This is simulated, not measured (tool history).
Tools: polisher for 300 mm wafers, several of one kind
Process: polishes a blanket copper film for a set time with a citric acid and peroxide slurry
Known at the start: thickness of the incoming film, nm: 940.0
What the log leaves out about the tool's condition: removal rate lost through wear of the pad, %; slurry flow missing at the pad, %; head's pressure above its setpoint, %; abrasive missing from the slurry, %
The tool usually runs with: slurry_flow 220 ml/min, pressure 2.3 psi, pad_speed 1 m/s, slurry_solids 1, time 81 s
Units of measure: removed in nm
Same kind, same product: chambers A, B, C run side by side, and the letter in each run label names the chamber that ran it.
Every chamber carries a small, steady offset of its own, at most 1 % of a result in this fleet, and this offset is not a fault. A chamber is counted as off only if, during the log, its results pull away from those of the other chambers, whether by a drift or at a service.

run     day  slurry_flow  pressure  pad_speed  slurry_solids  time  wafers polished on this pad  hours since the slurry nozzle was cleaned  hours since the head pressure was calibrated  hours since the slurry blender was calibrated  removed
 1C   0.358          220       2.3          1              1    81                          159                                      433.4                                         998.7                                          119.2   151.17
      0.467  -- chamber B: head pressure recalibrated
 2B    0.65          220       2.3          1              1    81                          548                                      246.5                                           4.5                                           72.4   148.45
 3A   1.038          220       2.3          1              1    81                         1362                                      340.3                                         337.3                                           25.3   152.37
 4B   1.375          220       2.3          1              1    81                          673                                      263.9                                          21.9                                           89.8   150.54
        1.4  -- chamber C: slurry nozzle cleaned
 5C    1.75          220       2.3          1              1    81                          399                                        8.5                                        1032.1                                          152.6   147.56
 6A   2.104          220       2.3          1              1    81                         1546                                      365.9                                         362.9                                           50.9   149.76
      2.233  -- chamber A: worn pad replaced by a new one
      2.242  -- chamber B: worn pad replaced by a new one
 7A   2.442          220       2.3          1              1    81                           36                                        374                                           371                                             59   149.46
      2.529  -- chamber C: worn pad replaced by a new one
 8C   2.896          220       2.3          1              1    81                           63                                         36                                        1059.6                                          180.1   149.12
      3.096  -- chamber B: slurry blender recalibrated
 9B   3.183          220       2.3          1              1    81                          162                                      307.3                                          65.3                                            2.1   150.77
10C   3.529          220       2.3          1              1    81                          172                                       51.2                                        1074.8                                          195.3   149.87
11A   3.788          220       2.3          1              1    81                          268                                      406.3                                         403.3                                           91.3   153.18
12B   4.075          220       2.3          1              1    81                          316                                      328.7                                          86.7                                           23.5   150.47
      4.458  -- chamber A: slurry nozzle cleaned
13C   4.588          220       2.3          1              1    81                          355                                       76.6                                        1100.2                                          220.7   149.08
14A   4.971          220       2.3          1              1    81                          472                                       12.3                                         431.7                                          119.7   151.23
      5.233  -- chamber C: head pressure recalibrated
15B   5.375          220       2.3          1              1    81                          540                                      359.9                                         117.9                                           54.7   149.67
16A   5.621          220       2.3        1.2            1.1    81                          584                                       27.9                                         447.3                                          135.3   184.57
      5.942  -- chamber C: worn pad replaced by a new one
17B   6.104          220       2.3        1.2            1.1    81                          666                                      377.4                                         135.4                                           72.2   182.63
18C   6.579          220       2.3        1.2            1.1    81                          110                                      124.4                                          32.3                                          268.5   179.83
19B   7.008          220       2.3          1              1    81                          822                                      399.1                                         157.1                                           93.9   148.84
       7.05  -- chamber B: worn pad replaced by a new one
20A   7.538          220       2.3          1              1    81                          914                                       73.9                                         493.3                                          181.3   150.88
21C   7.925          220       2.3          1              1    81                          342                                      156.7                                          64.6                                          300.8   146.38
      7.933  -- chamber B: slurry blender recalibrated
22B   8.446          270       2.3          1              1    81                          240                                      433.6                                         191.6                                           12.4   157.17
23C   8.738          270       2.3          1              1    81                          482                                      176.2                                          84.1                                          320.3   148.64
24A   9.092          270       2.3          1              1    81                         1182                                      111.2                                         530.6                                          218.6   153.71
25C   9.496          220       2.3          1              1    81                          613                                      194.4                                         102.3                                          338.5    143.6
      9.708  -- chamber C: worn pad replaced by a new one
26A  10.017          220       2.3          1              1    81                         1342                                      133.4                                         552.8                                          240.8   151.98
     10.283  -- chamber A: worn pad replaced by a new one
27B  10.346          220       2.3          1              1    81                          568                                      479.2                                         237.2                                             58   150.94
28C  10.708          220       2.3          1              1    81                          172                                      223.5                                         131.4                                          367.6   143.69
29A  10.992          220       2.3          1              1    81                          122                                      156.8                                         576.2                                          264.2   153.39
30B    11.5          220       2.3          1              1    81                          767                                      506.9                                         264.9                                           85.7   150.28
     11.767  -- chamber A: slurry blender recalibrated
31C  11.962          250       2.3          1              1    62                          388                                      253.6                                         161.5                                          397.7   110.31
32B  12.388          250       2.3          1              1    62                          920                                      528.2                                         286.2                                            107   115.23
     12.433  -- chamber B: worn pad replaced by a new one
     12.892  -- chamber B: slurry blender recalibrated
33A  12.912          250       2.3          1              1    62                          453                                      202.9                                         622.3                                           27.6   118.99
     12.996  -- chamber C: worn pad replaced by a new one
34A  13.208          220       2.3          1              1    81                          504                                        210                                         629.4                                           34.7    152.7
35B  13.596          220       2.3          1              1    81                          200                                      557.2                                         315.2                                             17   152.07
36C  14.012          220       2.3          1              1    81                          175                                      302.8                                         210.7                                          446.9   140.39

What goes on in this fleet: one chamber off, a drifting gauge, or nothing beyond the chambers' own small offsets? Name the chamber and the cause, if any.

Chamber C drifts away from the others.
Cause: abrasive missing from the slurry, % = 32.4.
The log may not separate it from: slurry flow missing at the pad, %.

Here are 4 candidates for chamber C's next run, each the usual settings with a change, their results left as question marks. Which one brings its results back in line with what the others give on the usual settings?
Maximum distance from the other chambers' mean on the usual settings for a result to count as in line: removed 4 nm
37C-1  14.392          220       2.2       0.94              1    77                                                                                                                                                                             ?
37C-2  14.392          220       2.3       0.92              1    81                                                                                                                                                                             ?
37C-3  14.392          220       2.4       1.06              1    85                                                                                                                                                                             ?
37C-4  14.392          220       2.4          1              1    85                                                                                                                                                                             ?

Average result of the remaining chambers running the usual settings: removed 151.34 nm
  run  removed
37C-1   119.26
37C-2   128.33
37C-3   160.68
37C-4   151.97
37C-4 brings the chamber back in line.
